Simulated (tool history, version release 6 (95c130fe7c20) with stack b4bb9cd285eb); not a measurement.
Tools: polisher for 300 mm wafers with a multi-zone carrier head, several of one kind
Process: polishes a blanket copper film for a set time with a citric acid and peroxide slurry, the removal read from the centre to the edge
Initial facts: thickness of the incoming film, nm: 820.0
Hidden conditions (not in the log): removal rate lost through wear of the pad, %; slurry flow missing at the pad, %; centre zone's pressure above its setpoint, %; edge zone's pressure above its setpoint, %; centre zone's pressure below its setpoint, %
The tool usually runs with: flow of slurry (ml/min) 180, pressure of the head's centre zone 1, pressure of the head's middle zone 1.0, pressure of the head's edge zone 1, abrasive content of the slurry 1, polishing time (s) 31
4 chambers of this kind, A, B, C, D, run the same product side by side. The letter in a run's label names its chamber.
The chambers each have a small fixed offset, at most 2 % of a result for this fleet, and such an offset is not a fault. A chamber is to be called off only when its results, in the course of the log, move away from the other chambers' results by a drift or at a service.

| run | day | flow of slurry (ml/min) | pressure of the head's centre zone | pressure of the head's middle zone | pressure of the head's edge zone | abrasive content of the slurry | polishing time (s) | wafers polished on this pad | hours since the slurry nozzle was cleaned | hours since the centre zone pressure was calibrated | hours since the edge zone pressure was calibrated | film removed at the wafer's centre (Å) | film removed at mid-radius (Å) | film removed at the wafer's edge (Å) |
|---|---|---|---|---|---|---|---|---|---|---|---|---|---|---|
| 1B | 0.279 | 180 | 1 | 1.0 | 1 | 1 | 31 | 126 | 115.4 | 859.2 | 718.9 | 999.95 | 957.95 | 972.21 |
|  | 0.567 | chamber D: worn pad replaced by a new one |
| 2D | 0.854 | 180 | 1 | 1.0 | 1 | 1 | 31 | 62 | 363.5 | 178.7 | 161.2 | 949.22 | 977.52 | 966.05 |
| 3C | 1.250 | 180 | 1 | 1.0 | 1 | 1 | 31 | 398 | 307.9 | 319.7 | 1069.5 | 976.10 | 978.47 | 967.55 |
| 4A | 1.667 | 180 | 1 | 1.0 | 1 | 1 | 31 | 527 | 237.2 | 549.5 | 776.9 | 982.45 | 964.65 | 972.01 |
|  | 1.938 | chamber D: slurry nozzle cleaned |
| 5D | 2.004 | 180 | 1 | 1.0 | 1 | 1 | 31 | 309 | 1.6 | 206.3 | 188.8 | 957.68 | 987.11 | 986.83 |
| 6B | 2.454 | 180 | 1 | 1.0 | 1 | 1 | 31 | 594 | 167.6 | 911.4 | 771.1 | 971.29 | 966.43 | 967.00 |
|  | 2.846 | chamber A: slurry nozzle cleaned |
| 7C | 2.879 | 180 | 1 | 1.0 | 1 | 1 | 31 | 748 | 347.0 | 358.8 | 1108.6 | 990.35 | 950.78 | 965.55 |
|  | 3.342 | chamber C: worn pad replaced by a new one |
| 8A | 3.442 | 180 | 1 | 1.0 | 1 | 1 | 31 | 908 | 14.4 | 592.1 | 819.5 | 961.91 | 985.92 | 975.84 |
|  | 3.817 | chamber A: worn pad replaced by a new one |
| 9C | 3.917 | 225 | 1 | 0.9 | 1 | 1 | 31 | 123 | 371.9 | 383.7 | 1133.5 | 1017.20 | 897.04 | 1001.80 |
| 10B | 4.242 | 225 | 1 | 0.9 | 1 | 1 | 31 | 978 | 210.5 | 954.3 | 814.0 | 1004.40 | 922.65 | 995.65 |
|  | 4.600 | chamber B: centre zone pressure recalibrated |
|  | 4.708 | chamber C: slurry nozzle cleaned |
| 11D | 4.729 | 225 | 1 | 0.9 | 1 | 1 | 31 | 894 | 67.0 | 271.7 | 254.2 | 982.32 | 917.46 | 1006.40 |
|  | 5.004 | chamber B: worn pad replaced by a new one |
| 12A | 5.279 | 225 | 1 | 0.9 | 1 | 1 | 31 | 314 | 58.5 | 636.2 | 863.6 | 996.75 | 922.56 | 1005.20 |
| 13D | 5.708 | 180 | 1 | 1.0 | 1 | 1 | 31 | 1105 | 90.5 | 295.2 | 277.7 | 931.03 | 970.41 | 990.84 |
|  | 5.758 | chamber D: worn pad replaced by a new one |
| 14A | 6.183 | 180 | 1 | 1.0 | 1 | 1 | 31 | 508 | 80.2 | 657.9 | 885.3 | 988.29 | 982.78 | 983.17 |
| 15C | 6.512 | 180 | 1 | 1.0 | 1 | 1 | 31 | 681 | 43.3 | 446.0 | 1195.8 | 972.69 | 968.08 | 984.02 |
|  | 6.679 | chamber C: worn pad replaced by a new one |
| 16B | 6.946 | 180 | 1 | 1.0 | 1 | 1 | 31 | 417 | 275.4 | 56.4 | 878.9 | 953.04 | 978.11 | 943.12 |
|  | 7.250 | chamber B: slurry nozzle cleaned |
| 17D | 7.433 | 180 | 1 | 1.0 | 1 | 1 | 31 | 360 | 131.9 | 336.6 | 319.1 | 929.70 | 972.51 | 987.74 |
| 18B | 7.767 | 180 | 1 | 1.0 | 1 | 1 | 31 | 594 | 12.4 | 76.1 | 898.6 | 981.95 | 956.78 | 966.82 |
|  | 7.817 | chamber A: centre zone pressure recalibrated |
| 19C | 8.196 | 180 | 1 | 1.0 | 1 | 1 | 31 | 326 | 83.7 | 486.4 | 1236.2 | 990.46 | 954.23 | 990.23 |
| 20A | 8.492 | 180 | 1 | 1.0 | 1 | 1 | 28 | 1004 | 135.6 | 16.3 | 940.7 | 880.20 | 857.66 | 888.80 |
| 21B | 8.996 | 180 | 1 | 1.0 | 1 | 1 | 28 | 858 | 41.9 | 105.6 | 928.1 | 885.37 | 874.00 | 875.81 |
|  | 9.308 | chamber A: worn pad replaced by a new one |
| 22D | 9.508 | 180 | 1 | 1.0 | 1 | 1 | 28 | 806 | 181.7 | 386.4 | 368.9 | 831.36 | 882.49 | 892.47 |
| 23C | 9.908 | 180 | 1 | 1.0 | 1 | 1 | 28 | 694 | 124.8 | 527.5 | 1277.3 | 887.62 | 883.34 | 872.78 |
|  | 9.979 | chamber C: worn pad replaced by a new one |
|  | 10.162 | chamber B: worn pad replaced by a new one |
| 24A | 10.454 | 180 | 1 | 1.0 | 1 | 1 | 31 | 246 | 182.7 | 63.4 | 987.8 | 947.99 | 967.64 | 974.53 |
| 25D | 10.967 | 180 | 1 | 1.0 | 1 | 1 | 31 | 1119 | 216.7 | 421.4 | 403.9 | 884.60 | 965.95 | 984.52 |
|  | 11.217 | chamber D: worn pad replaced by a new one |
| 26C | 11.462 | 180 | 1 | 1.0 | 1 | 1 | 31 | 319 | 162.1 | 564.8 | 1314.6 | 973.01 | 972.02 | 967.02 |
| 27A | 11.725 | 180 | 1 | 1.0 | 1 | 1 | 31 | 519 | 213.2 | 93.9 | 1018.3 | 974.64 | 960.10 | 983.75 |
| 28B | 12.104 | 180 | 1 | 1.0 | 1 | 1 | 26 | 417 | 116.5 | 180.2 | 1002.7 | 805.62 | 808.65 | 815.54 |
| 29B | 12.379 | 180 | 1 | 1.0 | 1 | 1 | 26 | 476 | 123.1 | 186.8 | 1009.3 | 827.04 | 808.36 | 806.52 |
| 30C | 12.767 | 180 | 1 | 1.0 | 1 | 1 | 26 | 599 | 193.4 | 596.1 | 1345.9 | 834.50 | 807.47 | 828.47 |
| 31D | 13.083 | 180 | 1 | 1.0 | 1 | 1 | 26 | 401 | 267.5 | 472.2 | 454.7 | 753.97 | 826.70 | 825.67 |
|  | 13.292 | chamber C: edge zone pressure recalibrated |
| 32A | 13.342 | 180 | 1 | 1.0 | 1 | 1 | 31 | 867 | 252.0 | 132.7 | 1057.1 | 973.59 | 975.73 | 983.50 |
|  | 13.500 | chamber C: worn pad replaced by a new one |
| 33D | 13.638 | 180 | 1 | 1.0 | 1 | 1 | 31 | 520 | 280.8 | 485.5 | 468.0 | 873.90 | 962.30 | 973.87 |
| 34A | 14.017 | 180 | 1 | 1.0 | 1 | 1 | 31 | 1012 | 268.2 | 148.9 | 1073.3 | 988.82 | 965.59 | 981.65 |
| 35C | 14.283 | 180 | 1 | 1.0 | 1 | 1 | 31 | 168 | 229.8 | 632.5 | 23.9 | 981.76 | 973.40 | 981.24 |

The same settings go to every chamber for the next run, one line per chamber below. Forecast the results for each:
| 36A | 14.717 | 180 | 1 | 1.0 | 1 | 1 | 31 |  |  |  |  | ? | ? | ? |
| 36B | 14.717 | 180 | 1 | 1.0 | 1 | 1 | 31 |  |  |  |  | ? | ? | ? |
| 36C | 14.717 | 180 | 1 | 1.0 | 1 | 1 | 31 |  |  |  |  | ? | ? | ? |
| 36D | 14.717 | 180 | 1 | 1.0 | 1 | 1 | 31 |  |  |  |  | ? | ? | ? |

| run | film removed at the wafer's centre (Å) | film removed at mid-radius (Å) | film removed at the wafer's edge (Å) |
|---|---|---|---|
| 36A | 974.76 | 974.06 | 988.92 |
| 36B | 964.39 | 948.41 | 968.57 |
| 36C | 981.45 | 967.67 | 969.55 |
| 36D | 866.02 | 981.21 | 983.05 |
